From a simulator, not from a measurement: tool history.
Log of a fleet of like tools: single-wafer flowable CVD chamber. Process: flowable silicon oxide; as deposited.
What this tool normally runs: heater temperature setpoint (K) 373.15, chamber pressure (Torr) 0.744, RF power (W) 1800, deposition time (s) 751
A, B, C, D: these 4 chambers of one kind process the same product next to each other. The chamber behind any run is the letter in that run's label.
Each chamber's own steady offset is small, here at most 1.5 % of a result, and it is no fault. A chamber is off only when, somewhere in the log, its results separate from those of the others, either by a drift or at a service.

run	day	heater temperature setpoint (K)	chamber pressure (Torr)	RF power (W)	deposition time (s)	read-back reference wafer on the same gauge, thickness_nm	mean film thickness on the monitor wafer (nm)
1B	0.158	373.15	0.744	1800	751	485.55	404.72
2C	0.362	373.15	0.744	1800	751	485.56	403.90
3A	0.571	373.15	0.744	1800	751	486.08	403.88
4D	0.767	373.15	0.744	1800	751	486.08	409.17
5D	0.921	373.15	0.744	1800	614	485.41	335.84
6A	1.058	373.15	0.744	1800	614	485.91	327.41
7C	1.258	373.15	0.744	1800	614	485.59	330.73
8B	1.362	373.15	0.744	1800	614	485.54	333.39
9B	1.488	373.15	0.744	1800	751	486.83	409.24
10A	1.696	373.15	0.744	1800	751	485.87	398.62
11D	1.838	373.15	0.744	1800	751	486.29	411.80
12C	2.025	373.15	0.744	1800	751	486.16	407.86
13A	2.250	373.15	0.744	1800	751	485.97	399.87
14C	2.421	373.15	0.744	1800	751	485.78	403.63
15B	2.558	373.15	0.744	1800	751	485.75	405.63
16D	2.675	373.15	0.744	1800	751	485.76	408.80
17C	2.812	373.15	0.744	1800	751	486.06	406.48
18D	3.008	373.15	0.744	2140	813	485.54	463.94
19A	3.150	373.15	0.744	2140	813	486.29	448.54
20B	3.300	373.15	0.744	2140	813	486.51	455.56
21D	3.417	373.15	0.744	2140	813	485.90	461.38
22A	3.533	373.15	0.744	1800	751	486.26	400.00
23B	3.642	385.15	0.744	1800	834	485.70	306.55
24C	3.812	385.15	0.744	1800	834	485.93	303.26
25B	3.988	385.15	0.744	1800	834	485.96	303.14
26A	4.150	385.15	0.744	1800	834	485.68	300.08
27D	4.267	373.15	0.744	1800	751	485.68	410.65
28C	4.429	373.15	0.744	1800	751	485.65	408.32

Which is it: a chamber that has drifted or been left off by a service, a gauge drift common to all chambers, or only each chamber's usual small offset? If a chamber is off, name it and its likeliest cause.

No chamber is off and the gauge is stable; the differences are just each chamber's small, constant offset.

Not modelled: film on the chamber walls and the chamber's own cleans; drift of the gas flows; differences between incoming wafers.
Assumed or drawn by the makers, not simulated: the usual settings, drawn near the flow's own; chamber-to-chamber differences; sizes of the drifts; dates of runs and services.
